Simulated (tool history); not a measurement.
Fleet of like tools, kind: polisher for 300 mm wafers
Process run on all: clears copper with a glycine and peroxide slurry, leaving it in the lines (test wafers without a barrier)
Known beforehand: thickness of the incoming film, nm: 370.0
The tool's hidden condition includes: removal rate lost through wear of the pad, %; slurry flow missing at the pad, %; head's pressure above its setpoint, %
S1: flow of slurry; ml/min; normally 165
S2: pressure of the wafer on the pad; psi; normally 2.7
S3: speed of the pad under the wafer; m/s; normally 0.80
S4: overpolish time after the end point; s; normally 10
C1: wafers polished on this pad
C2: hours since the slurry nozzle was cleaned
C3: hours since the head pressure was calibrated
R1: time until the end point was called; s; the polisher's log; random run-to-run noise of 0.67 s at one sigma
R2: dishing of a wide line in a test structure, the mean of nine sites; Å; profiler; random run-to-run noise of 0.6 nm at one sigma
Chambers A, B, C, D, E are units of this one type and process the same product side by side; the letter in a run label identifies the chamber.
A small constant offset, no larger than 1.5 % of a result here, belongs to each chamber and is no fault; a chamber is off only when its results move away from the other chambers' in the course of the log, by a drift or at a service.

run 1E day=0.375 | S1=165 S2=2.7 S3=0.80 S4=10 | C1=367 C2=14.5 C3=985.3 | R1=72.535 R2=270.03
run 2D day=0.733 | S1=165 S2=2.7 S3=0.80 S4=10 | C1=701 C2=35.1 C3=1053.3 | R1=73.009 R2=280.05
run 3A day=1.021 | S1=165 S2=2.7 S3=0.80 S4=10 | C1=478 C2=197.9 C3=56.3 | R1=74.254 R2=273.41
run 4C day=1.375 | S1=165 S2=2.7 S3=0.80 S4=10 | C1=1026 C2=135.2 C3=434.9 | R1=73.029 R2=275.97
run 5B day=1.704 | S1=165 S2=2.7 S3=0.80 S4=10 | C1=378 C2=312.3 C3=572.1 | R1=72.689 R2=280.54
run 6D day=1.992 | S1=165 S2=2.7 S3=0.80 S4=10 | C1=917 C2=65.3 C3=1083.5 | R1=72.836 R2=276.74
run 7A day=2.438 | S1=165 S2=2.7 S3=0.80 S4=10 | C1=721 C2=231.9 C3=90.3 | R1=72.966 R2=276.25
-- day=2.533 chamber D: worn pad replaced by a new one
run 8E day=2.842 | S1=165 S2=2.7 S3=0.80 S4=10 | C1=791 C2=73.7 C3=1044.5 | R1=74.592 R2=265.40
-- day=2.996 chamber A: worn pad replaced by a new one
run 9B day=3.254 | S1=165 S2=2.7 S3=0.80 S4=10 | C1=644 C2=349.5 C3=609.3 | R1=72.705 R2=284.74
-- day=3.412 chamber C: worn pad replaced by a new one
run 10C day=3.467 | S1=165 S2=2.7 S3=0.80 S4=10 | C1=9 C2=185.4 C3=485.1 | R1=74.344 R2=273.25
-- day=3.592 chamber E: head pressure recalibrated
run 11A day=3.838 | S1=165 S2=2.7 S3=0.80 S4=10 | C1=145 C2=265.5 C3=123.9 | R1=74.881 R2=263.58
-- day=3.875 chamber B: worn pad replaced by a new one
run 12D day=4.204 | S1=165 S2=2.7 S3=0.80 S4=10 | C1=287 C2=118.4 C3=1136.6 | R1=71.935 R2=267.48
run 13C day=4.542 | S1=165 S2=2.7 S3=0.80 S4=10 | C1=194 C2=211.2 C3=510.9 | R1=73.110 R2=261.92
-- day=4.754 chamber D: head pressure recalibrated
-- day=4.792 chamber C: slurry nozzle cleaned
run 14E day=4.942 | S1=165 S2=3.1 S3=0.58 S4=10 | C1=1151 C2=124.1 C3=32.5 | R1=87.534 R2=250.04
run 15B day=5.342 | S1=165 S2=3.1 S3=0.58 S4=10 | C1=252 C2=399.6 C3=659.4 | R1=84.965 R2=257.87
run 16D day=5.596 | S1=165 S2=3.1 S3=0.58 S4=10 | C1=526 C2=151.8 C3=20.2 | R1=85.211 R2=254.05
run 17B day=5.925 | S1=165 S2=3.1 S3=0.58 S4=10 | C1=352 C2=413.6 C3=673.4 | R1=85.202 R2=251.40
run 18C day=6.125 | S1=165 S2=3.1 S3=0.58 S4=10 | C1=465 C2=32.0 C3=548.9 | R1=83.478 R2=258.26
run 19A day=6.512 | S1=165 S2=2.7 S3=0.80 S4=10 | C1=604 C2=329.7 C3=188.1 | R1=72.804 R2=266.53
-- day=6.767 chamber A: worn pad replaced by a new one
run 20E day=6.950 | S1=165 S2=2.7 S3=0.80 S4=10 | C1=1496 C2=172.3 C3=80.7 | R1=77.904 R2=268.91
run 21C day=7.271 | S1=165 S2=2.7 S3=0.80 S4=10 | C1=662 C2=59.5 C3=576.4 | R1=73.787 R2=272.21
run 22D day=7.712 | S1=165 S2=2.7 S3=0.80 S4=10 | C1=889 C2=202.6 C3=71.0 | R1=73.831 R2=284.97
-- day=8.117 chamber D: worn pad replaced by a new one
run 23B day=8.121 | S1=165 S2=2.7 S3=0.80 S4=10 | C1=729 C2=466.3 C3=726.1 | R1=72.838 R2=285.64
run 24E day=8.521 | S1=165 S2=2.7 S3=0.80 S4=10 | C1=1766 C2=210.0 C3=118.4 | R1=79.635 R2=251.13
run 25A day=8.733 | S1=165 S2=2.7 S3=0.80 S4=10 | C1=338 C2=383.0 C3=241.4 | R1=73.346 R2=267.11
-- day=8.838 chamber B: worn pad replaced by a new one
-- day=8.896 chamber E: slurry nozzle cleaned
run 26B day=9.038 | S1=165 S2=2.7 S3=0.80 S4=10 | C1=34 C2=488.3 C3=748.1 | R1=71.950 R2=273.51
run 27A day=9.333 | S1=165 S2=2.7 S3=0.80 S4=10 | C1=441 C2=397.4 C3=255.8 | R1=71.783 R2=267.21
run 28D day=9.683 | S1=165 S2=2.1 S3=0.80 S4=10 | C1=269 C2=249.9 C3=118.3 | R1=88.491 R2=243.18
run 29E day=10.017 | S1=165 S2=2.1 S3=0.80 S4=10 | C1=2023 C2=26.9 C3=154.3 | R1=97.830 R2=229.18
-- day=10.375 chamber A: worn pad replaced by a new one
run 30C day=10.400 | S1=165 S2=2.1 S3=0.80 S4=10 | C1=1200 C2=134.6 C3=651.5 | R1=88.562 R2=242.31
run 31E day=10.767 | S1=165 S2=2.1 S3=0.80 S4=10 | C1=2152 C2=44.9 C3=172.3 | R1=97.763 R2=228.60
-- day=10.896 chamber B: slurry nozzle cleaned
run 32C day=10.988 | S1=165 S2=2.1 S3=0.80 S4=10 | C1=1300 C2=148.7 C3=665.6 | R1=88.502 R2=240.80
run 33B day=11.367 | S1=165 S2=2.7 S3=0.80 S4=10 | C1=434 C2=11.4 C3=804.0 | R1=72.967 R2=268.09
run 34D day=11.725 | S1=165 S2=2.7 S3=0.80 S4=10 | C1=619 C2=298.9 C3=167.3 | R1=73.034 R2=271.00
run 35A day=12.000 | S1=165 S2=2.7 S3=0.80 S4=10 | C1=279 C2=461.4 C3=319.8 | R1=73.747 R2=284.47
-- day=12.325 chamber C: worn pad replaced by a new one
run 36B day=12.429 | S1=165 S2=2.7 S3=0.80 S4=10 | C1=617 C2=36.9 C3=829.5 | R1=72.848 R2=280.26
run 37C day=12.667 | S1=165 S2=2.7 S3=0.80 S4=10 | C1=59 C2=189.0 C3=705.9 | R1=73.799 R2=271.90
run 38E day=12.875 | S1=165 S2=2.7 S3=0.80 S4=10 | C1=2514 C2=95.5 C3=222.9 | R1=83.555 R2=248.69
run 39A day=13.267 | S1=165 S2=2.7 S3=0.80 S4=10 | C1=496 C2=491.8 C3=350.2 | R1=74.398 R2=270.41

Next, every chamber runs the same settings. What will each give?
run 40A day=13.596 | S1=165 S2=2.7 S3=0.80 S4=10 | R1=? R2=?
run 40B day=13.596 | S1=165 S2=2.7 S3=0.80 S4=10 | R1=? R2=?
run 40C day=13.596 | S1=165 S2=2.7 S3=0.80 S4=10 | R1=? R2=?
run 40D day=13.596 | S1=165 S2=2.7 S3=0.80 S4=10 | R1=? R2=?
run 40E day=13.596 | S1=165 S2=2.7 S3=0.80 S4=10 | R1=? R2=?

run=40A R1=72.792 R2=278.12
run=40B R1=72.339 R2=271.67
run=40C R1=73.279 R2=272.75
run=40D R1=72.614 R2=272.28
run=40E R1=83.757 R2=258.62
